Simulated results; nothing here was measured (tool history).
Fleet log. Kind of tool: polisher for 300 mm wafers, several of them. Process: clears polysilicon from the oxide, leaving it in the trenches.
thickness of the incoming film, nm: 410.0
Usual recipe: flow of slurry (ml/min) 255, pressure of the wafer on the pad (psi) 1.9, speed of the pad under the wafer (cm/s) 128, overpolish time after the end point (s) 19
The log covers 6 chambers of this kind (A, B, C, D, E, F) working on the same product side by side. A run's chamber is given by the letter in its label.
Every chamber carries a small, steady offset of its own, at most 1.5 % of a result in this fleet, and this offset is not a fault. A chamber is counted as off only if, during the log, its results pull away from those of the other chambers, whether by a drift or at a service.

run	hour	flow of slurry (ml/min)	pressure of the wafer on the pad (psi)	speed of the pad under the wafer (cm/s)	overpolish time after the end point (s)	wafers polished on this pad	hours since the slurry nozzle was cleaned	hours since the head pressure was calibrated	time until the end point was called (s)	dishing of a wide line in a test structure (nm)
1D	12.5	255	1.9	128	19	763	112.7	20.4	33.038	80.328
# hour 12.6: chamber C: worn pad replaced by a new one
# hour 15.7: chamber E: worn pad replaced by a new one
# hour 17.7: chamber D: worn pad replaced by a new one
2A	19.9	255	1.9	128	19	505	757.5	77.8	32.207	81.922
3F	32.8	255	1.9	128	19	477	480.3	684	33.478	82.567
# hour 35.6: chamber B: worn pad replaced by a new one
# hour 36.1: chamber A: worn pad replaced by a new one
4B	42.2	255	1.9	128	19	57	121.4	1118.3	33.581	81.626
5E	53.7	255	1.9	128	29	327	466.9	1262.6	32.36	84.648
6C	68.1	255	1.9	128	29	476	105.6	138	32.999	85.013
# hour 68.3: chamber E: head pressure recalibrated
7C	77.1	255	1.9	128	29	554	114.6	147	33.219	85.501
# hour 84.4: chamber C: worn pad replaced by a new one
8A	86.5	255	1.9	128	29	433	824.1	144.4	33.345	84.766
9E	98.4	255	1.9	128	29	711	511.6	30.1	32.807	83.538
# hour 105.5: chamber E: worn pad replaced by a new one
# hour 108: chamber A: worn pad replaced by a new one
10B	108.5	255	1.9	128	29	627	187.7	1184.6	32.826	86.495
11F	119.1	255	1.9	128	19	1219	566.6	770.3	33.349	81.85
# hour 123.4: chamber F: worn pad replaced by a new one
12D	128.1	255	1.9	128	19	948	228.3	136	33.717	81.464
# hour 128.2: chamber B: worn pad replaced by a new one
# hour 129.2: chamber D: worn pad replaced by a new one
13F	135.3	255	1.9	128	19	102	582.8	786.5	32.984	78.149
14E	148.2	255	1.9	128	19	366	561.4	79.9	32.678	82.314
15B	155	255	1.9	128	19	231	234.2	1231.1	33.188	80.68
16D	162.7	255	1.9	128	19	288	262.9	170.6	32.432	82.187
# hour 164.5: chamber C: slurry nozzle cleaned
# hour 166: chamber C: worn pad replaced by a new one
# hour 167.4: chamber B: head pressure recalibrated
17C	171.1	255	1.9	128	8	43	6.6	241	32.807	58.298
18A	179	255	1.9	128	8	610	916.6	236.9	32.171	58.508
# hour 187.8: chamber E: worn pad replaced by a new one
19E	192	255	1.9	128	8	36	605.2	123.7	32.579	58.543
# hour 196.7: chamber A: worn pad replaced by a new one
20A	205.1	255	1.9	128	8	72	942.7	263	33.78	58.244
21C	216.4	255	1.9	128	8	432	51.9	286.3	33.088	57.961
# hour 220.7: chamber D: worn pad replaced by a new one
# hour 220.9: chamber B: worn pad replaced by a new one
# hour 222.7: chamber A: slurry nozzle cleaned
22F	227.7	255	1.9	128	8	896	675.2	878.9	32.444	57.727
# hour 228.7: chamber F: slurry nozzle cleaned
23D	234.5	325	1.9	128	19	118	334.7	242.4	33.151	82.932
# hour 244: chamber C: worn pad replaced by a new one
24B	245.6	325	1.9	128	19	212	324.8	78.3	29.504	82.451
25E	253.7	325	1.9	128	19	566	666.9	185.4	32.359	81.575
# hour 258.6: chamber E: worn pad replaced by a new one
# hour 258.8: chamber F: worn pad replaced by a new one
26B	266.7	325	1.9	128	19	394	345.9	99.4	29.479	83.703
# hour 266.9: chamber E: slurry nozzle cleaned
27F	276.6	325	1.9	128	19	153	47.9	927.8	32.536	81.629
28A	288.4	325	1.9	128	19	788	65.8	346.3	31.687	82.988
# hour 289.3: chamber A: worn pad replaced by a new one
29D	298.6	255	1.9	128	19	669	398.8	306.5	32.594	81.392
# hour 306.7: chamber B: worn pad replaced by a new one
30C	311	255	1.9	128	19	576	146.5	380.9	33.052	80.417
# hour 316.2: chamber D: worn pad replaced by a new one
# hour 320.8: chamber C: worn pad replaced by a new one
31E	321.1	255	1.9	128	19	537	54.3	252.8	33.546	80.237
32C	328.2	255	1.9	128	19	63	163.7	398.1	32.75	79.923
33F	341	255	1.9	128	19	706	112.3	992.2	32.878	80.786
34B	353.1	255	1.9	128	19	399	432.3	185.8	31.091	80.458
# hour 360.7: chamber A: worn pad replaced by a new one
35D	368.4	255	1.9	128	19	448	468.6	376.3	32.417	81.381
# hour 376.8: chamber B: worn pad replaced by a new one
36A	382.5	255	1.9	128	19	187	159.9	440.4	32.774	81.218
37A	390.1	255	1.9	128	19	252	167.5	448	32.746	80.004
# hour 397: chamber F: head pressure recalibrated
38F	397.3	255	1.9	128	19	1190	168.6	0.4	32.156	80.774
39B	405.6	255	1.9	128	19	247	484.8	238.3	30.9	82.44

Which is it: a chamber that has drifted or been left off by a service, a gauge drift common to all chambers, or only each chamber's usual small offset? If a chamber is off, name it and its likeliest cause.

A service left chamber B off against the others.
What lies behind it: head's pressure above its setpoint, % = 9.38.

Below are 4 candidate recipes for chamber B's next run, each the usual settings with a change, their results shown as question marks. Which of them brings B's results back in line with what the other chambers give on the usual settings?
In line means no further than this from the other chambers' mean on the usual settings: time until the end point was called (s) 1.7; dishing of a wide line in a test structure (nm) 3
40B-1	416.6	255	1.7	118	18				?	?
40B-2	416.6	255	2.1	138	29				?	?
40B-3	416.6	255	1.8	124	17				?	?
40B-4	416.6	255	2	132	21				?	?

Usual-settings mean across the other chambers: time until the end point was called (s) 32.987; dishing of a wide line in a test structure (nm) 80.688
run	time until the end point was called (s)	dishing of a wide line in a test structure (nm)
40B-1	36.836	78.58
40B-2	25.633	86.949
40B-3	33.161	79.518
40B-4	28.103	84.768
With 40B-3, the chamber falls back in line with the rest.
